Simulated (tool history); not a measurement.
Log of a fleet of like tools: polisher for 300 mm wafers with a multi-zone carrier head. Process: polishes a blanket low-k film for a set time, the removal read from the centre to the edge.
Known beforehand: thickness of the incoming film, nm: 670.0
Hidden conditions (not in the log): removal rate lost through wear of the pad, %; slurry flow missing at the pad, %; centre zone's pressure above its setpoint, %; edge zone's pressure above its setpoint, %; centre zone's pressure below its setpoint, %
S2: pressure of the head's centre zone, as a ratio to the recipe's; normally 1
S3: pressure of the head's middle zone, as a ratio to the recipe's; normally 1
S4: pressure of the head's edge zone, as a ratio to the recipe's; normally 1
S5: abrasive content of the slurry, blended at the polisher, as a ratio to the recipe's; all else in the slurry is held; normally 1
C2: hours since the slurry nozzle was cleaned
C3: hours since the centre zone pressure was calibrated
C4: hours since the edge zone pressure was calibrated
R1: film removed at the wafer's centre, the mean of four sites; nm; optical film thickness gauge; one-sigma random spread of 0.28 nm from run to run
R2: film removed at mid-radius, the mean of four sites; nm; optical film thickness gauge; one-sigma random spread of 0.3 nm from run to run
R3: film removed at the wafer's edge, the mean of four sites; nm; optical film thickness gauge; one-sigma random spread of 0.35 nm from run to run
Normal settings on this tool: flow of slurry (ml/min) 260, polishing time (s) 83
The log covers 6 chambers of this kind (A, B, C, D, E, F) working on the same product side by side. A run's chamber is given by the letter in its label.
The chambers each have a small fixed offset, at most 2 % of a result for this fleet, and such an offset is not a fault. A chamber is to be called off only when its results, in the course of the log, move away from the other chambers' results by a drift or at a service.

{"run": "1B", "day": 0.242, "flow of slurry (ml/min)": 260, "S2": 1, "S3": 1, "S4": 1, "S5": 1, "polishing time (s)": 83, "wafers polished on this pad": 1357, "C2": 350.8, "C3": 691.7, "C4": 753.5, "R1": 23.992, "R2": 24.089, "R3": 24.601}
{"day": 0.262, "done": "chamber A: worn pad replaced by a new one"}
{"run": "2C", "day": 0.479, "flow of slurry (ml/min)": 260, "S2": 1, "S3": 1, "S4": 1, "S5": 1, "polishing time (s)": 83, "wafers polished on this pad": 250, "C2": 396.2, "C3": 656.4, "C4": 107.4, "R1": 24.144, "R2": 24.314, "R3": 24.405}
{"run": "3E", "day": 0.771, "flow of slurry (ml/min)": 260, "S2": 1, "S3": 1, "S4": 1, "S5": 1, "polishing time (s)": 83, "wafers polished on this pad": 331, "C2": 387.9, "C3": 346.6, "C4": 577, "R1": 23.974, "R2": 24.187, "R3": 23.719}
{"run": "4D", "day": 1.0, "flow of slurry (ml/min)": 260, "S2": 1, "S3": 1, "S4": 1, "S5": 1, "polishing time (s)": 83, "wafers polished on this pad": 322, "C2": 358.3, "C3": 382.4, "C4": 168.1, "R1": 24.077, "R2": 24.127, "R3": 23.735}
{"day": 1.008, "done": "chamber B: worn pad replaced by a new one"}
{"day": 1.05, "done": "chamber F: worn pad replaced by a new one"}
{"day": 1.092, "done": "chamber B: centre zone pressure recalibrated"}
{"run": "5A", "day": 1.25, "flow of slurry (ml/min)": 260, "S2": 1, "S3": 1, "S4": 1, "S5": 1, "polishing time (s)": 83, "wafers polished on this pad": 194, "C2": 713, "C3": 310.1, "C4": 89, "R1": 24.277, "R2": 24.186, "R3": 23.823}
{"day": 1.254, "done": "chamber F: slurry nozzle cleaned"}
{"day": 1.296, "done": "chamber A: centre zone pressure recalibrated"}
{"run": "6F", "day": 1.496, "flow of slurry (ml/min)": 260, "S2": 1, "S3": 1, "S4": 1, "S5": 1, "polishing time (s)": 83, "wafers polished on this pad": 88, "C2": 5.9, "C3": 62.2, "C4": 885.2, "R1": 24.392, "R2": 24.043, "R3": 24.59}
{"day": 1.612, "done": "chamber C: worn pad replaced by a new one"}
{"day": 1.733, "done": "chamber B: edge zone pressure recalibrated"}
{"run": "7C", "day": 1.796, "flow of slurry (ml/min)": 260, "S2": 1, "S3": 1, "S4": 1, "S5": 1, "polishing time (s)": 83, "wafers polished on this pad": 36, "C2": 427.8, "C3": 688, "C4": 139, "R1": 24.348, "R2": 24.579, "R3": 24.558}
{"run": "8A", "day": 2.108, "flow of slurry (ml/min)": 260, "S2": 1, "S3": 1, "S4": 1, "S5": 1, "polishing time (s)": 83, "wafers polished on this pad": 363, "C2": 733.6, "C3": 19.6, "C4": 109.6, "R1": 24.752, "R2": 23.735, "R3": 23.711}
{"day": 2.158, "done": "chamber E: slurry nozzle cleaned"}
{"run": "9B", "day": 2.321, "flow of slurry (ml/min)": 260, "S2": 1, "S3": 1, "S4": 1, "S5": 1, "polishing time (s)": 83, "wafers polished on this pad": 258, "C2": 400.7, "C3": 29.5, "C4": 14.2, "R1": 23.895, "R2": 24.209, "R3": 24.345}
{"run": "10F", "day": 2.612, "flow of slurry (ml/min)": 260, "S2": 1, "S3": 1, "S4": 1, "S5": 1, "polishing time (s)": 83, "wafers polished on this pad": 307, "C2": 32.7, "C3": 89, "C4": 912, "R1": 24.476, "R2": 23.939, "R3": 24.689}
{"run": "11E", "day": 2.933, "flow of slurry (ml/min)": 260, "S2": 1, "S3": 1, "S4": 1, "S5": 1, "polishing time (s)": 83, "wafers polished on this pad": 756, "C2": 18.6, "C3": 398.5, "C4": 628.9, "R1": 24.069, "R2": 24.032, "R3": 24.117}
{"day": 3.012, "done": "chamber A: worn pad replaced by a new one"}
{"run": "12D", "day": 3.167, "flow of slurry (ml/min)": 260, "S2": 1, "S3": 1, "S4": 1, "S5": 1, "polishing time (s)": 83, "wafers polished on this pad": 748, "C2": 410.3, "C3": 434.4, "C4": 220.1, "R1": 24.217, "R2": 24.868, "R3": 23.178}
{"day": 3.383, "done": "chamber F: edge zone pressure recalibrated"}
{"run": "13E", "day": 3.492, "flow of slurry (ml/min)": 260, "S2": 1, "S3": 1, "S4": 1, "S5": 1, "polishing time (s)": 83, "wafers polished on this pad": 865, "C2": 32, "C3": 411.9, "C4": 642.3, "R1": 23.682, "R2": 24.227, "R3": 23.902}
{"run": "14A", "day": 3.671, "flow of slurry (ml/min)": 260, "S2": 1, "S3": 1, "S4": 1, "S5": 1, "polishing time (s)": 83, "wafers polished on this pad": 129, "C2": 771.1, "C3": 57.1, "C4": 147.1, "R1": 23.823, "R2": 23.464, "R3": 24.126}
{"run": "15C", "day": 3.858, "flow of slurry (ml/min)": 260, "S2": 1, "S3": 1, "S4": 1, "S5": 1, "polishing time (s)": 83, "wafers polished on this pad": 441, "C2": 477.3, "C3": 737.5, "C4": 188.5, "R1": 24.267, "R2": 24.522, "R3": 24.054}
{"day": 4.096, "done": "chamber C: worn pad replaced by a new one"}
{"run": "16B", "day": 4.096, "flow of slurry (ml/min)": 260, "S2": 1, "S3": 1, "S4": 1, "S5": 1, "polishing time (s)": 83, "wafers polished on this pad": 607, "C2": 443.3, "C3": 72.1, "C4": 56.8, "R1": 24.515, "R2": 24.423, "R3": 24.128}
{"day": 4.117, "done": "chamber C: slurry nozzle cleaned"}
{"run": "17F", "day": 4.379, "flow of slurry (ml/min)": 260, "S2": 1, "S3": 1, "S4": 1, "S5": 1, "polishing time (s)": 83, "wafers polished on this pad": 655, "C2": 75.1, "C3": 131.4, "C4": 24, "R1": 24.388, "R2": 24.283, "R3": 23.808}
{"run": "18D", "day": 4.708, "flow of slurry (ml/min)": 260, "S2": 1, "S3": 1, "S4": 1, "S5": 1, "polishing time (s)": 83, "wafers polished on this pad": 1051, "C2": 447.3, "C3": 471.4, "C4": 257.1, "R1": 24.185, "R2": 23.914, "R3": 23.963}
{"run": "19E", "day": 4.858, "flow of slurry (ml/min)": 260, "S2": 1, "S3": 1, "S4": 1, "S5": 1, "polishing time (s)": 83, "wafers polished on this pad": 1134, "C2": 64.8, "C3": 444.7, "C4": 675.1, "R1": 23.808, "R2": 24.178, "R3": 23.909}
{"day": 4.938, "done": "chamber A: slurry nozzle cleaned"}
{"run": "20C", "day": 5.004, "flow of slurry (ml/min)": 260, "S2": 1, "S3": 1, "S4": 1, "S5": 1, "polishing time (s)": 83, "wafers polished on this pad": 179, "C2": 21.4, "C3": 765, "C4": 216, "R1": 24.065, "R2": 24.106, "R3": 23.895}
{"run": "21A", "day": 5.233, "flow of slurry (ml/min)": 260, "S2": 1, "S3": 1, "S4": 1, "S5": 1, "polishing time (s)": 83, "wafers polished on this pad": 436, "C2": 7.1, "C3": 94.6, "C4": 184.6, "R1": 24.208, "R2": 24.391, "R3": 24.447}
{"run": "22F", "day": 5.45, "flow of slurry (ml/min)": 260, "S2": 1, "S3": 1, "S4": 1, "S5": 1, "polishing time (s)": 83, "wafers polished on this pad": 865, "C2": 100.8, "C3": 157.1, "C4": 49.7, "R1": 24.684, "R2": 23.774, "R3": 23.666}
{"run": "23B", "day": 5.771, "flow of slurry (ml/min)": 260, "S2": 1, "S3": 1, "S4": 1, "S5": 1, "polishing time (s)": 83, "wafers polished on this pad": 936, "C2": 483.5, "C3": 112.3, "C4": 97, "R1": 23.809, "R2": 23.868, "R3": 24.273}
{"day": 5.904, "done": "chamber A: worn pad replaced by a new one"}
{"run": "24D", "day": 6.071, "flow of slurry (ml/min)": 260, "S2": 1, "S3": 1, "S4": 1, "S5": 1, "polishing time (s)": 83, "wafers polished on this pad": 1319, "C2": 480, "C3": 504.1, "C4": 289.8, "R1": 24.239, "R2": 24.589, "R3": 24.302}
{"run": "25D", "day": 6.304, "flow of slurry (ml/min)": 260, "S2": 1, "S3": 1, "S4": 1, "S5": 1, "polishing time (s)": 83, "wafers polished on this pad": 1365, "C2": 485.6, "C3": 509.7, "C4": 295.4, "R1": 24.151, "R2": 24.179, "R3": 23.574}
{"run": "26A", "day": 6.5, "flow of slurry (ml/min)": 260, "S2": 1, "S3": 1, "S4": 1, "S5": 1, "polishing time (s)": 83, "wafers polished on this pad": 117, "C2": 37.5, "C3": 125, "C4": 215, "R1": 24.43, "R2": 24.263, "R3": 24.101}
{"run": "27E", "day": 6.796, "flow of slurry (ml/min)": 260, "S2": 1, "S3": 1, "S4": 1, "S5": 1, "polishing time (s)": 83, "wafers polished on this pad": 1515, "C2": 111.3, "C3": 491.2, "C4": 721.6, "R1": 22.929, "R2": 23.502, "R3": 22.787}
{"day": 7.008, "done": "chamber D: worn pad replaced by a new one"}
{"day": 7.012, "done": "chamber C: worn pad replaced by a new one"}
{"run": "28C", "day": 7.058, "flow of slurry (ml/min)": 260, "S2": 1, "S3": 1, "S4": 1, "S5": 1, "polishing time (s)": 83, "wafers polished on this pad": 9, "C2": 70.7, "C3": 814.3, "C4": 265.3, "R1": 23.898, "R2": 24.943, "R3": 23.324}
{"run": "29B", "day": 7.212, "flow of slurry (ml/min)": 260, "S2": 1, "S3": 1, "S4": 1, "S5": 1, "polishing time (s)": 83, "wafers polished on this pad": 1219, "C2": 518.1, "C3": 146.9, "C4": 131.6, "R1": 23.985, "R2": 24.039, "R3": 24.412}
{"day": 7.217, "done": "chamber F: worn pad replaced by a new one"}
{"run": "30F", "day": 7.512, "flow of slurry (ml/min)": 260, "S2": 1, "S3": 1, "S4": 1, "S5": 1, "polishing time (s)": 83, "wafers polished on this pad": 58, "C2": 150.3, "C3": 206.6, "C4": 99.2, "R1": 24.874, "R2": 24.03, "R3": 24.558}
{"run": "31C", "day": 7.733, "flow of slurry (ml/min)": 260, "S2": 1, "S3": 1, "S4": 1, "S5": 1, "polishing time (s)": 83, "wafers polished on this pad": 142, "C2": 86.9, "C3": 830.5, "C4": 281.5, "R1": 24.432, "R2": 24.34, "R3": 24.449}
{"run": "32A", "day": 7.996, "flow of slurry (ml/min)": 260, "S2": 1, "S3": 1, "S4": 1, "S5": 1, "polishing time (s)": 83, "wafers polished on this pad": 411, "C2": 73.4, "C3": 160.9, "C4": 250.9, "R1": 23.902, "R2": 24.06, "R3": 23.992}
{"day": 8.129, "done": "chamber B: worn pad replaced by a new one"}
{"run": "33D", "day": 8.296, "flow of slurry (ml/min)": 260, "S2": 0.94, "S3": 0.96, "S4": 1, "S5": 1, "polishing time (s)": 83, "wafers polished on this pad": 253, "C2": 533.4, "C3": 557.5, "C4": 343.2, "R1": 22.589, "R2": 23.257, "R3": 23.857}
{"day": 8.438, "done": "chamber A: worn pad replaced by a new one"}
{"run": "34F", "day": 8.592, "flow of slurry (ml/min)": 260, "S2": 0.94, "S3": 0.96, "S4": 1, "S5": 1, "polishing time (s)": 83, "wafers polished on this pad": 270, "C2": 176.2, "C3": 232.5, "C4": 125.1, "R1": 23.02, "R2": 22.817, "R3": 23.972}
{"run": "35B", "day": 8.8, "flow of slurry (ml/min)": 260, "S2": 0.94, "S3": 0.96, "S4": 1, "S5": 1, "polishing time (s)": 83, "wafers polished on this pad": 131, "C2": 556.2, "C3": 185, "C4": 169.7, "R1": 22.542, "R2": 23.56, "R3": 23.802}
{"run": "36E", "day": 8.992, "flow of slurry (ml/min)": 260, "S2": 0.94, "S3": 0.96, "S4": 1, "S5": 1, "polishing time (s)": 83, "wafers polished on this pad": 1947, "C2": 164, "C3": 543.9, "C4": 774.3, "R1": 20.588, "R2": 21.286, "R3": 22.352}
{"run": "37F", "day": 9.196, "flow of slurry (ml/min)": 260, "S2": 0.94, "S3": 0.96, "S4": 1, "S5": 1, "polishing time (s)": 83, "wafers polished on this pad": 389, "C2": 190.7, "C3": 247, "C4": 139.6, "R1": 23.014, "R2": 23.149, "R3": 24.324}
{"run": "38A", "day": 9.433, "flow of slurry (ml/min)": 260, "S2": 0.94, "S3": 0.96, "S4": 1, "S5": 1, "polishing time (s)": 83, "wafers polished on this pad": 196, "C2": 107.9, "C3": 195.4, "C4": 285.4, "R1": 22.569, "R2": 23.131, "R3": 23.707}
{"run": "39C", "day": 9.638, "flow of slurry (ml/min)": 260, "S2": 1, "S3": 1, "S4": 1, "S5": 1, "polishing time (s)": 83, "wafers polished on this pad": 516, "C2": 132.6, "C3": 876.2, "C4": 327.2, "R1": 23.638, "R2": 24.41, "R3": 24.613}
{"run": "40D", "day": 9.925, "flow of slurry (ml/min)": 260, "S2": 1, "S3": 1, "S4": 1, "S5": 1, "polishing time (s)": 83, "wafers polished on this pad": 573, "C2": 572.5, "C3": 596.6, "C4": 382.3, "R1": 24.121, "R2": 24.448, "R3": 24.058}
{"run": "41E", "day": 10.246, "flow of slurry (ml/min)": 260, "S2": 1, "S3": 1, "S4": 1, "S5": 1, "polishing time (s)": 83, "wafers polished on this pad": 2193, "C2": 194.1, "C3": 574, "C4": 804.4, "R1": 21.436, "R2": 22.253, "R3": 21.892}

Predict what each chamber gives when all 6 of them run the settings below next.
{"run": "42A", "day": 10.488, "flow of slurry (ml/min)": 260, "S2": 1, "S3": 1, "S4": 1, "S5": 1, "polishing time (s)": 83, "R1": "?", "R2": "?", "R3": "?"}
{"run": "42B", "day": 10.488, "flow of slurry (ml/min)": 260, "S2": 1, "S3": 1, "S4": 1, "S5": 1, "polishing time (s)": 83, "R1": "?", "R2": "?", "R3": "?"}
{"run": "42C", "day": 10.488, "flow of slurry (ml/min)": 260, "S2": 1, "S3": 1, "S4": 1, "S5": 1, "polishing time (s)": 83, "R1": "?", "R2": "?", "R3": "?"}
{"run": "42D", "day": 10.488, "flow of slurry (ml/min)": 260, "S2": 1, "S3": 1, "S4": 1, "S5": 1, "polishing time (s)": 83, "R1": "?", "R2": "?", "R3": "?"}
{"run": "42E", "day": 10.488, "flow of slurry (ml/min)": 260, "S2": 1, "S3": 1, "S4": 1, "S5": 1, "polishing time (s)": 83, "R1": "?", "R2": "?", "R3": "?"}
{"run": "42F", "day": 10.488, "flow of slurry (ml/min)": 260, "S2": 1, "S3": 1, "S4": 1, "S5": 1, "polishing time (s)": 83, "R1": "?", "R2": "?", "R3": "?"}

run=42A R1=24.55 R2=24.068 R3=23.853
run=42B R1=23.739 R2=24.158 R3=24.53
run=42C R1=24.592 R2=24.357 R3=23.671
run=42D R1=24.101 R2=24.386 R3=24.494
run=42E R1=21.441 R2=21.63 R3=21.344
run=42F R1=24.279 R2=24.094 R3=24.29
